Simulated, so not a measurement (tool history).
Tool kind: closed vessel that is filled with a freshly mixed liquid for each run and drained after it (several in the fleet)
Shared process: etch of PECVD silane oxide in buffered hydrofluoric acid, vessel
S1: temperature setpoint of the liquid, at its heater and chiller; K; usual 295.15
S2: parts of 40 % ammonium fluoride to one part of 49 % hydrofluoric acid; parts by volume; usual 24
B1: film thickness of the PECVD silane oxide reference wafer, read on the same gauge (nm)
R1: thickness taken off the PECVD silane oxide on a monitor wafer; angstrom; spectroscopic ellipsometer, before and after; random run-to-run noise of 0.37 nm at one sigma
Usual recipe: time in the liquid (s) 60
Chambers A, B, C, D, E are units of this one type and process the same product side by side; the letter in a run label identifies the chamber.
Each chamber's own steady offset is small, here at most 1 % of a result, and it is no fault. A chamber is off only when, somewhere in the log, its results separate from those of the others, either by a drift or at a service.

{"run": "1B", "hour": 10.4, "S1": 295.15, "S2": 24, "time in the liquid (s)": 60, "B1": 150, "R1": 758.6}
{"run": "2C", "hour": 21.5, "S1": 295.15, "S2": 24, "time in the liquid (s)": 60, "B1": 150, "R1": 759.23}
{"run": "3A", "hour": 34.9, "S1": 295.15, "S2": 24, "time in the liquid (s)": 60, "B1": 150, "R1": 759.8}
{"hour": 45.2, "done": "chamber E: hydrofluoric acid flow meter replaced"}
{"run": "4E", "hour": 47.4, "S1": 295.15, "S2": 24, "time in the liquid (s)": 60, "B1": 150.01, "R1": 757.26}
{"run": "5D", "hour": 53.4, "S1": 295.15, "S2": 24, "time in the liquid (s)": 60, "B1": 149.93, "R1": 765.25}
{"run": "6A", "hour": 65.1, "S1": 299.15, "S2": 24, "time in the liquid (s)": 60, "B1": 149.95, "R1": 934.23}
{"run": "7D", "hour": 74.0, "S1": 299.15, "S2": 24, "time in the liquid (s)": 60, "B1": 149.99, "R1": 944.81}
{"run": "8C", "hour": 81.0, "S1": 299.15, "S2": 24, "time in the liquid (s)": 60, "B1": 150.03, "R1": 944.93}
{"run": "9E", "hour": 91.0, "S1": 299.15, "S2": 24, "time in the liquid (s)": 60, "B1": 149.98, "R1": 942.77}
{"run": "10B", "hour": 99.6, "S1": 299.15, "S2": 24, "time in the liquid (s)": 60, "B1": 150.01, "R1": 940.07}
{"run": "11E", "hour": 108.7, "S1": 295.15, "S2": 24, "time in the liquid (s)": 60, "B1": 149.99, "R1": 761.8}
{"run": "12B", "hour": 116.5, "S1": 295.15, "S2": 24, "time in the liquid (s)": 60, "B1": 149.98, "R1": 753.36}
{"run": "13A", "hour": 124.7, "S1": 295.15, "S2": 24, "time in the liquid (s)": 60, "B1": 149.97, "R1": 758.48}
{"hour": 132.6, "done": "chamber B: hydrofluoric acid flow meter replaced"}
{"run": "14D", "hour": 135.5, "S1": 295.15, "S2": 24, "time in the liquid (s)": 60, "B1": 149.99, "R1": 767.11}
{"run": "15C", "hour": 142.6, "S1": 295.15, "S2": 24, "time in the liquid (s)": 75, "B1": 149.98, "R1": 948.23}
{"run": "16E", "hour": 152.6, "S1": 295.15, "S2": 24, "time in the liquid (s)": 75, "B1": 150.02, "R1": 956.1}
{"run": "17A", "hour": 159.7, "S1": 295.15, "S2": 24, "time in the liquid (s)": 75, "B1": 149.95, "R1": 943.33}
{"run": "18C", "hour": 171.4, "S1": 295.15, "S2": 24, "time in the liquid (s)": 75, "B1": 150.02, "R1": 948.08}
{"run": "19B", "hour": 179.8, "S1": 295.15, "S2": 24, "time in the liquid (s)": 75, "B1": 150.02, "R1": 943.16}
{"run": "20D", "hour": 192.6, "S1": 295.15, "S2": 24, "time in the liquid (s)": 60, "B1": 150.03, "R1": 758.65}
{"run": "21E", "hour": 205.0, "S1": 295.15, "S2": 16.5, "time in the liquid (s)": 45, "B1": 149.98, "R1": 780.95}
{"run": "22A", "hour": 212.8, "S1": 295.15, "S2": 16.5, "time in the liquid (s)": 45, "B1": 150.02, "R1": 783.71}
{"run": "23B", "hour": 223.8, "S1": 295.15, "S2": 16.5, "time in the liquid (s)": 45, "B1": 149.98, "R1": 772.61}
{"run": "24C", "hour": 236.5, "S1": 295.15, "S2": 16.5, "time in the liquid (s)": 45, "B1": 150.03, "R1": 775.39}
{"run": "25D", "hour": 250.0, "S1": 295.15, "S2": 16.5, "time in the liquid (s)": 45, "B1": 150.01, "R1": 778.1}
{"run": "26C", "hour": 256.8, "S1": 295.15, "S2": 24, "time in the liquid (s)": 85, "B1": 150.01, "R1": 1073.5}
{"run": "27D", "hour": 266.8, "S1": 295.15, "S2": 24, "time in the liquid (s)": 85, "B1": 149.96, "R1": 1070.5}
{"run": "28E", "hour": 273.5, "S1": 295.15, "S2": 24, "time in the liquid (s)": 85, "B1": 150.04, "R1": 1078.3}
{"run": "29B", "hour": 281.2, "S1": 295.15, "S2": 24, "time in the liquid (s)": 85, "B1": 150, "R1": 1056.5}
{"run": "30A", "hour": 291.7, "S1": 295.15, "S2": 24, "time in the liquid (s)": 85, "B1": 150.02, "R1": 1074.9}
{"run": "31D", "hour": 299.7, "S1": 295.15, "S2": 24, "time in the liquid (s)": 60, "B1": 149.99, "R1": 764.82}
{"run": "32C", "hour": 307.2, "S1": 295.15, "S2": 24, "time in the liquid (s)": 60, "B1": 150.01, "R1": 753.85}
{"run": "33B", "hour": 318.3, "S1": 295.15, "S2": 24, "time in the liquid (s)": 60, "B1": 149.96, "R1": 748.15}
{"run": "34E", "hour": 330.3, "S1": 295.15, "S2": 24, "time in the liquid (s)": 60, "B1": 150, "R1": 761.43}
{"run": "35A", "hour": 342.0, "S1": 295.15, "S2": 24, "time in the liquid (s)": 60, "B1": 149.94, "R1": 749.39}
{"run": "36B", "hour": 352.9, "S1": 293.15, "S2": 24, "time in the liquid (s)": 60, "B1": 150, "R1": 672.2}
{"run": "37D", "hour": 361.3, "S1": 293.15, "S2": 24, "time in the liquid (s)": 60, "B1": 150, "R1": 687.35}
{"run": "38C", "hour": 369.2, "S1": 293.15, "S2": 24, "time in the liquid (s)": 60, "B1": 149.97, "R1": 679.69}

Next, every chamber runs the same settings. What will each give?
{"run": "39A", "hour": 379.0, "S1": 295.15, "S2": 24, "time in the liquid (s)": 60, "R1": "?"}
{"run": "39B", "hour": 379.0, "S1": 295.15, "S2": 24, "time in the liquid (s)": 60, "R1": "?"}
{"run": "39C", "hour": 379.0, "S1": 295.15, "S2": 24, "time in the liquid (s)": 60, "R1": "?"}
{"run": "39D", "hour": 379.0, "S1": 295.15, "S2": 24, "time in the liquid (s)": 60, "R1": "?"}
{"run": "39E", "hour": 379.0, "S1": 295.15, "S2": 24, "time in the liquid (s)": 60, "R1": "?"}

run=39A R1=758.61
run=39B R1=750.44
run=39C R1=755.8
run=39D R1=765.73
run=39E R1=770.46
